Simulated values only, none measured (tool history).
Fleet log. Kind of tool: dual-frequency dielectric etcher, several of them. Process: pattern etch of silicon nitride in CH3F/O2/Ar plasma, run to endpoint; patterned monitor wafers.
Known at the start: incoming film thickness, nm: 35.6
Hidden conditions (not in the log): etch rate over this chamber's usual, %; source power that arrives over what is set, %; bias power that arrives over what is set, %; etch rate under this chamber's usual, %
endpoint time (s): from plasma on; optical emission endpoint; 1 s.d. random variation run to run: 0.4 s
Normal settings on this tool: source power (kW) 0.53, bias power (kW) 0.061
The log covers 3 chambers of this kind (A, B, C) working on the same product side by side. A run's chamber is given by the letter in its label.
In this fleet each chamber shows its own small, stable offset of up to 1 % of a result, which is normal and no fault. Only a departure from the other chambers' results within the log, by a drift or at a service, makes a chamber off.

run	hour	source power (kW)	bias power (kW)	hours since the last wet clean	hours since the last source power generator calibration	hours since the last bias power generator calibration	endpoint time (s)
1A	7.9	0.53	0.061	437	816.3	3095	48.8
2B	13.9	0.53	0.061	328.8	2805.2	429.1	49.092
3C	20.6	0.53	0.061	279	889.8	2298.9	48.043
4B	27.3	0.53	0.061	342.2	2818.6	442.5	48.769
5A	33.7	0.53	0.07	462.8	842.1	3120.8	47.147
6C	39.7	0.53	0.07	298.1	908.9	2318	46.096
7A	47.4	0.53	0.07	476.5	855.8	3134.5	46.418
8B	55.4	0.53	0.061	370.3	2846.7	470.6	49.362
9C	58.9	0.53	0.061	317.3	928.1	2337.2	48.682
10C	63.7	0.53	0.061	322.1	932.9	2342	48.695
11B	68.5	0.53	0.061	383.4	2859.8	483.7	49.735
12A	74.4	0.53	0.061	503.5	882.8	3161.5	48.739
13B	82.5	0.53	0.061	397.4	2873.8	497.7	49.298
14A	87	0.65	0.071	516.1	895.4	3174.1	43.151
15C	91.4	0.65	0.071	349.8	960.6	2369.7	42.474
16A	99.1	0.65	0.071	528.2	907.5	3186.2	43.295
17B	105.3	0.53	0.061	420.2	2896.6	520.5	50.203
18C	111.2	0.53	0.061	369.6	980.4	2389.5	48.277
19C	117.1	0.53	0.061	375.5	986.3	2395.4	48.951
20A	123.3	0.53	0.061	552.4	931.7	3210.4	48.654
21B	128.3	0.53	0.061	443.2	2919.6	543.5	50.786
22C	136.3	0.48	0.061	394.7	1005.5	2414.6	50.848
# hour 138.5: chamber A: wet clean of the chamber
23A	143.7	0.48	0.061	5.2	952.1	3230.8	51.286
24B	150	0.48	0.061	464.9	2941.3	565.2	53.614
25A	154.6	0.53	0.061	16.1	963	3241.7	48.741
26C	158.3	0.53	0.061	416.7	1027.5	2436.6	49.004
27B	163	0.53	0.061	477.9	2954.3	578.2	50.652
28B	167	0.53	0.061	481.9	2958.3	582.2	51.484
29A	171.8	0.53	0.061	33.3	980.2	3258.9	49.173
30C	176.7	0.53	0.061	435.1	1045.9	2455	48.612
31C	181.4	0.42	0.053	439.8	1050.6	2459.7	55.839
32A	186.9	0.42	0.053	48.4	995.3	3274	56.156

For the next run the whole fleet of 3 chambers uses the same settings. Give each chamber's results:
33A	192.8	0.53	0.061				?
33B	192.8	0.53	0.061				?
33C	192.8	0.53	0.061				?

run	endpoint time (s)
33A	48.634
33B	51.27
33C	48.819
